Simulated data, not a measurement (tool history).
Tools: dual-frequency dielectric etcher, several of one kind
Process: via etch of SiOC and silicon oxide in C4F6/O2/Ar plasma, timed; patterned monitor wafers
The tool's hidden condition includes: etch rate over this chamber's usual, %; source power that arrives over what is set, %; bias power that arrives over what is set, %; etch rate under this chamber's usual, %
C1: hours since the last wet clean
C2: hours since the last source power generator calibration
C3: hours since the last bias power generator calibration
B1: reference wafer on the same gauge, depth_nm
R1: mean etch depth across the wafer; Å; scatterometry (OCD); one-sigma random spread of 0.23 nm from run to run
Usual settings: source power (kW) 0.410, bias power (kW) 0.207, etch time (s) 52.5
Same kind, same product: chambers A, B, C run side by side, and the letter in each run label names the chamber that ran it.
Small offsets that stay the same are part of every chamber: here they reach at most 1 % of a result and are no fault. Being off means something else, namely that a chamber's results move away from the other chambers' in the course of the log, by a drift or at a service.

{"run": "1C", "day": 0.288, "source power (kW)": 0.41, "bias power (kW)": 0.207, "etch time (s)": 52.5, "C1": 424.7, "C2": 882.0, "C3": 1709.8, "B1": 64.725, "R1": 624.17}
{"run": "2B", "day": 0.733, "source power (kW)": 0.41, "bias power (kW)": 0.207, "etch time (s)": 52.5, "C1": 197.5, "C2": 2881.3, "C3": 1522.1, "B1": 64.705, "R1": 620.78}
{"run": "3A", "day": 1.133, "source power (kW)": 0.41, "bias power (kW)": 0.207, "etch time (s)": 52.5, "C1": 368.1, "C2": 2984.4, "C3": 2842.9, "B1": 64.704, "R1": 627.75}
{"run": "4A", "day": 1.671, "source power (kW)": 0.41, "bias power (kW)": 0.207, "etch time (s)": 52.5, "C1": 381.0, "C2": 2997.3, "C3": 2855.8, "B1": 64.765, "R1": 625.12}
{"day": 1.688, "done": "chamber A: wet clean of the chamber"}
{"run": "5C", "day": 2.125, "source power (kW)": 0.41, "bias power (kW)": 0.207, "etch time (s)": 52.5, "C1": 468.8, "C2": 926.1, "C3": 1753.9, "B1": 64.732, "R1": 625.81}
{"run": "6B", "day": 2.458, "source power (kW)": 0.41, "bias power (kW)": 0.207, "etch time (s)": 52.5, "C1": 238.9, "C2": 2922.7, "C3": 1563.5, "B1": 64.693, "R1": 620.32}
{"run": "7A", "day": 2.992, "source power (kW)": 0.41, "bias power (kW)": 0.207, "etch time (s)": 52.5, "C1": 31.3, "C2": 3029.0, "C3": 2887.5, "B1": 64.768, "R1": 624.35}
{"run": "8B", "day": 3.321, "source power (kW)": 0.47, "bias power (kW)": 0.207, "etch time (s)": 52.5, "C1": 259.6, "C2": 2943.4, "C3": 1584.2, "B1": 64.772, "R1": 649.79}
{"run": "9C", "day": 3.896, "source power (kW)": 0.47, "bias power (kW)": 0.207, "etch time (s)": 52.5, "C1": 511.3, "C2": 968.6, "C3": 1796.4, "B1": 64.632, "R1": 657.57}
{"run": "10A", "day": 4.325, "source power (kW)": 0.47, "bias power (kW)": 0.207, "etch time (s)": 52.5, "C1": 63.3, "C2": 3061.0, "C3": 2919.5, "B1": 64.676, "R1": 654.62}
{"run": "11B", "day": 4.642, "source power (kW)": 0.41, "bias power (kW)": 0.207, "etch time (s)": 52.5, "C1": 291.3, "C2": 2975.1, "C3": 1615.9, "B1": 64.718, "R1": 624.21}
{"run": "12C", "day": 4.992, "source power (kW)": 0.41, "bias power (kW)": 0.207, "etch time (s)": 52.5, "C1": 537.6, "C2": 994.9, "C3": 1822.7, "B1": 64.697, "R1": 622.12}
{"run": "13A", "day": 5.25, "source power (kW)": 0.41, "bias power (kW)": 0.207, "etch time (s)": 52.5, "C1": 85.5, "C2": 3083.2, "C3": 2941.7, "B1": 64.681, "R1": 623.66}
{"day": 5.379, "done": "chamber C: wet clean of the chamber"}
{"run": "14B", "day": 5.554, "source power (kW)": 0.41, "bias power (kW)": 0.207, "etch time (s)": 52.5, "C1": 313.2, "C2": 2997.0, "C3": 1637.8, "B1": 64.68, "R1": 617.1}
{"run": "15C", "day": 5.804, "source power (kW)": 0.41, "bias power (kW)": 0.207, "etch time (s)": 52.5, "C1": 10.3, "C2": 1014.4, "C3": 1842.2, "B1": 64.72, "R1": 634.43}
{"run": "16B", "day": 6.171, "source power (kW)": 0.41, "bias power (kW)": 0.207, "etch time (s)": 52.5, "C1": 328.0, "C2": 3011.8, "C3": 1652.6, "B1": 64.643, "R1": 619.01}
{"run": "17C", "day": 6.692, "source power (kW)": 0.41, "bias power (kW)": 0.207, "etch time (s)": 52.5, "C1": 31.6, "C2": 1035.7, "C3": 1863.5, "B1": 64.69, "R1": 635.64}
{"run": "18A", "day": 7.267, "source power (kW)": 0.41, "bias power (kW)": 0.207, "etch time (s)": 52.5, "C1": 133.9, "C2": 3131.6, "C3": 2990.1, "B1": 64.654, "R1": 620.74}
{"run": "19B", "day": 7.733, "source power (kW)": 0.41, "bias power (kW)": 0.207, "etch time (s)": 52.5, "C1": 365.5, "C2": 3049.3, "C3": 1690.1, "B1": 64.735, "R1": 620.2}
{"run": "20A", "day": 8.108, "source power (kW)": 0.41, "bias power (kW)": 0.207, "etch time (s)": 52.5, "C1": 154.1, "C2": 3151.8, "C3": 3010.3, "B1": 64.664, "R1": 626.07}
{"run": "21C", "day": 8.467, "source power (kW)": 0.41, "bias power (kW)": 0.207, "etch time (s)": 52.5, "C1": 74.2, "C2": 1078.3, "C3": 1906.1, "B1": 64.649, "R1": 636.69}
{"run": "22A", "day": 8.875, "source power (kW)": 0.41, "bias power (kW)": 0.207, "etch time (s)": 52.5, "C1": 172.5, "C2": 3170.2, "C3": 3028.7, "B1": 64.649, "R1": 624.82}
{"run": "23C", "day": 9.317, "source power (kW)": 0.46, "bias power (kW)": 0.165, "etch time (s)": 52.5, "C1": 94.6, "C2": 1098.7, "C3": 1926.5, "B1": 64.703, "R1": 619.42}
{"day": 9.679, "done": "chamber B: wet clean of the chamber"}
{"run": "24B", "day": 9.767, "source power (kW)": 0.46, "bias power (kW)": 0.165, "etch time (s)": 52.5, "C1": 2.2, "C2": 3098.1, "C3": 1738.9, "B1": 64.705, "R1": 600.31}
{"run": "25C", "day": 10.017, "source power (kW)": 0.46, "bias power (kW)": 0.165, "etch time (s)": 52.5, "C1": 111.4, "C2": 1115.5, "C3": 1943.3, "B1": 64.656, "R1": 618.43}
{"run": "26A", "day": 10.512, "source power (kW)": 0.41, "bias power (kW)": 0.207, "etch time (s)": 52.5, "C1": 211.8, "C2": 3209.5, "C3": 3068.0, "B1": 64.762, "R1": 628.54}
{"run": "27B", "day": 10.817, "source power (kW)": 0.41, "bias power (kW)": 0.207, "etch time (s)": 52.5, "C1": 27.4, "C2": 3123.3, "C3": 1764.1, "B1": 64.72, "R1": 622.97}
{"run": "28B", "day": 11.342, "source power (kW)": 0.41, "bias power (kW)": 0.207, "etch time (s)": 52.5, "C1": 40.0, "C2": 3135.9, "C3": 1776.7, "B1": 64.698, "R1": 621.75}
{"run": "29C", "day": 11.679, "source power (kW)": 0.41, "bias power (kW)": 0.207, "etch time (s)": 52.5, "C1": 151.3, "C2": 1155.4, "C3": 1983.2, "B1": 64.738, "R1": 640.08}
{"run": "30A", "day": 12.183, "source power (kW)": 0.41, "bias power (kW)": 0.207, "etch time (s)": 52.5, "C1": 251.9, "C2": 3249.6, "C3": 3108.1, "B1": 64.686, "R1": 627.37}
{"run": "31A", "day": 12.683, "source power (kW)": 0.41, "bias power (kW)": 0.207, "etch time (s)": 52.5, "C1": 263.9, "C2": 3261.6, "C3": 3120.1, "B1": 64.718, "R1": 622.14}
{"run": "32B", "day": 13.112, "source power (kW)": 0.41, "bias power (kW)": 0.207, "etch time (s)": 52.5, "C1": 82.5, "C2": 3178.4, "C3": 1819.2, "B1": 64.712, "R1": 617.64}
{"run": "33C", "day": 13.654, "source power (kW)": 0.41, "bias power (kW)": 0.245, "etch time (s)": 52.5, "C1": 198.7, "C2": 1202.8, "C3": 2030.6, "B1": 64.71, "R1": 677.61}
{"run": "34A", "day": 14.054, "source power (kW)": 0.41, "bias power (kW)": 0.245, "etch time (s)": 52.5, "C1": 296.8, "C2": 3294.5, "C3": 3153.0, "B1": 64.666, "R1": 663.22}
{"run": "35B", "day": 14.383, "source power (kW)": 0.41, "bias power (kW)": 0.245, "etch time (s)": 52.5, "C1": 113.0, "C2": 3208.9, "C3": 1849.7, "B1": 64.722, "R1": 655.5}

Predict what each chamber gives when all 3 of them run the settings below next.
{"run": "36A", "day": 14.796, "source power (kW)": 0.41, "bias power (kW)": 0.207, "etch time (s)": 39.5, "R1": "?"}
{"run": "36B", "day": 14.796, "source power (kW)": 0.41, "bias power (kW)": 0.207, "etch time (s)": 39.5, "R1": "?"}
{"run": "36C", "day": 14.796, "source power (kW)": 0.41, "bias power (kW)": 0.207, "etch time (s)": 39.5, "R1": "?"}

run=36A R1=474.40
run=36B R1=466.13
run=36C R1=480.39
